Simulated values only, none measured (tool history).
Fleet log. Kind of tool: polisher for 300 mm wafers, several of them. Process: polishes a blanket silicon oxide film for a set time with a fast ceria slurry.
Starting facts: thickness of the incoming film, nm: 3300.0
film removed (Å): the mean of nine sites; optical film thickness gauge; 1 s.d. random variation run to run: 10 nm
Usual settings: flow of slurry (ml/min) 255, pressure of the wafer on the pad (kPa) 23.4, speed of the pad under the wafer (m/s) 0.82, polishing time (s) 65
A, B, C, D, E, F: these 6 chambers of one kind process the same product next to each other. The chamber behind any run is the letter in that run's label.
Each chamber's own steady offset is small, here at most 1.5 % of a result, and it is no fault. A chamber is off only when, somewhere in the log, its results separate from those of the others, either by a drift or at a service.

run,hour,flow of slurry (ml/min),pressure of the wafer on the pad (kPa),speed of the pad under the wafer (m/s),polishing time (s),film removed (Å)
# hour 2.0: chamber B: worn pad replaced by a new one
1A,6.8,255,23.4,0.82,65,10611.0
2C,11.1,255,23.4,0.82,65,10469.0
3D,17.4,255,23.4,0.82,65,10425.0
4E,21.1,255,23.4,0.82,65,10484.0
5B,24.6,255,23.4,0.82,65,10569.0
6F,28.0,255,23.4,0.82,65,10361.0
7C,33.6,320,26.9,0.82,65,12114.0
# hour 35.6: chamber E: worn pad replaced by a new one
# hour 36.8: chamber B: worn pad replaced by a new one
8F,37.0,320,26.9,0.82,65,12022.0
9E,40.1,320,26.9,0.82,65,12166.0
# hour 42.5: chamber C: worn pad replaced by a new one
10B,44.5,320,26.9,0.82,65,12426.0
# hour 48.4: chamber A: worn pad replaced by a new one
11A,50.6,320,26.9,0.82,65,12256.0
# hour 52.1: chamber D: worn pad replaced by a new one
12D,54.4,320,26.9,0.82,65,12213.0
# hour 56.5: chamber C: slurry nozzle cleaned
13C,60.8,255,23.4,0.82,65,10568.0
# hour 65.2: chamber B: head pressure recalibrated
14A,65.7,255,23.4,0.82,65,10655.0
# hour 67.9: chamber F: worn pad replaced by a new one
# hour 68.1: chamber F: head pressure recalibrated
15D,70.4,255,23.4,0.82,65,10586.0
16E,75.8,255,23.4,0.82,65,10603.0
# hour 77.3: chamber A: head pressure recalibrated
# hour 78.3: chamber B: worn pad replaced by a new one
17B,80.2,255,23.4,0.82,65,11472.0
18F,84.1,255,23.4,0.82,65,10402.0
19D,89.6,185,23.4,0.70,65,8779.6
20B,93.1,185,23.4,0.70,65,9501.9
# hour 93.5: chamber E: worn pad replaced by a new one
21C,98.2,185,23.4,0.70,65,8610.5
22F,102.2,185,23.4,0.70,65,8529.6
# hour 102.9: chamber C: worn pad replaced by a new one
23E,108.3,185,23.4,0.70,65,8668.5
# hour 110.2: chamber D: worn pad replaced by a new one
24A,114.5,185,23.4,0.70,65,8674.8
# hour 116.0: chamber A: worn pad replaced by a new one
25F,118.4,255,23.4,0.82,65,10532.0
# hour 119.1: chamber B: worn pad replaced by a new one
26C,122.8,255,23.4,0.82,65,10294.0
27E,126.3,255,23.4,0.82,65,10239.0
28A,130.4,255,23.4,0.82,65,10588.0
# hour 130.7: chamber F: worn pad replaced by a new one
29D,135.8,255,23.4,0.82,65,10727.0
30B,141.9,255,23.4,0.82,65,11343.0
31E,145.5,195,23.4,0.82,65,10045.0
32A,149.1,195,23.4,0.82,65,10288.0
# hour 152.8: chamber B: worn pad replaced by a new one
33F,154.0,195,23.4,0.82,65,10176.0
34B,158.1,195,23.4,0.82,65,11100.0
35C,161.8,195,23.4,0.82,65,10099.0
36D,165.0,195,23.4,0.82,65,10344.0
# hour 167.9: chamber D: worn pad replaced by a new one
37D,168.1,255,23.4,0.82,65,10696.0

Decide between three cases: one chamber stands off from its peers, the gauge reading all wafers drifts, or nothing is wrong past each chamber's small offset. Where a chamber is off, say which and what most likely put it there.

A service on chamber B put it out of line with the rest.
Most likely cause: head's pressure above its setpoint, % = 8.25.

Which of the 4 candidates below, each the usual settings with something changed and its results left as question marks, puts chamber B back in line with what the other chambers give on the usual settings?
Allowed miss from the other chambers' usual-settings mean, per result, to count as in line: film removed (Å) 350.0
38B-1,173.2,255,23.4,0.76,65,?
38B-2,173.2,255,23.4,0.84,65,?
38B-3,173.2,255,24.1,0.84,67,?
38B-4,173.2,255,23.4,0.82,64,?

Mean of the other chambers on the usual settings: film removed (Å) 10488.0
run,film removed (Å)
38B-1,10626.0
38B-2,11752.0
38B-3,12464.0
38B-4,11294.0
38B-1 puts the chamber back in line with the other chambers.

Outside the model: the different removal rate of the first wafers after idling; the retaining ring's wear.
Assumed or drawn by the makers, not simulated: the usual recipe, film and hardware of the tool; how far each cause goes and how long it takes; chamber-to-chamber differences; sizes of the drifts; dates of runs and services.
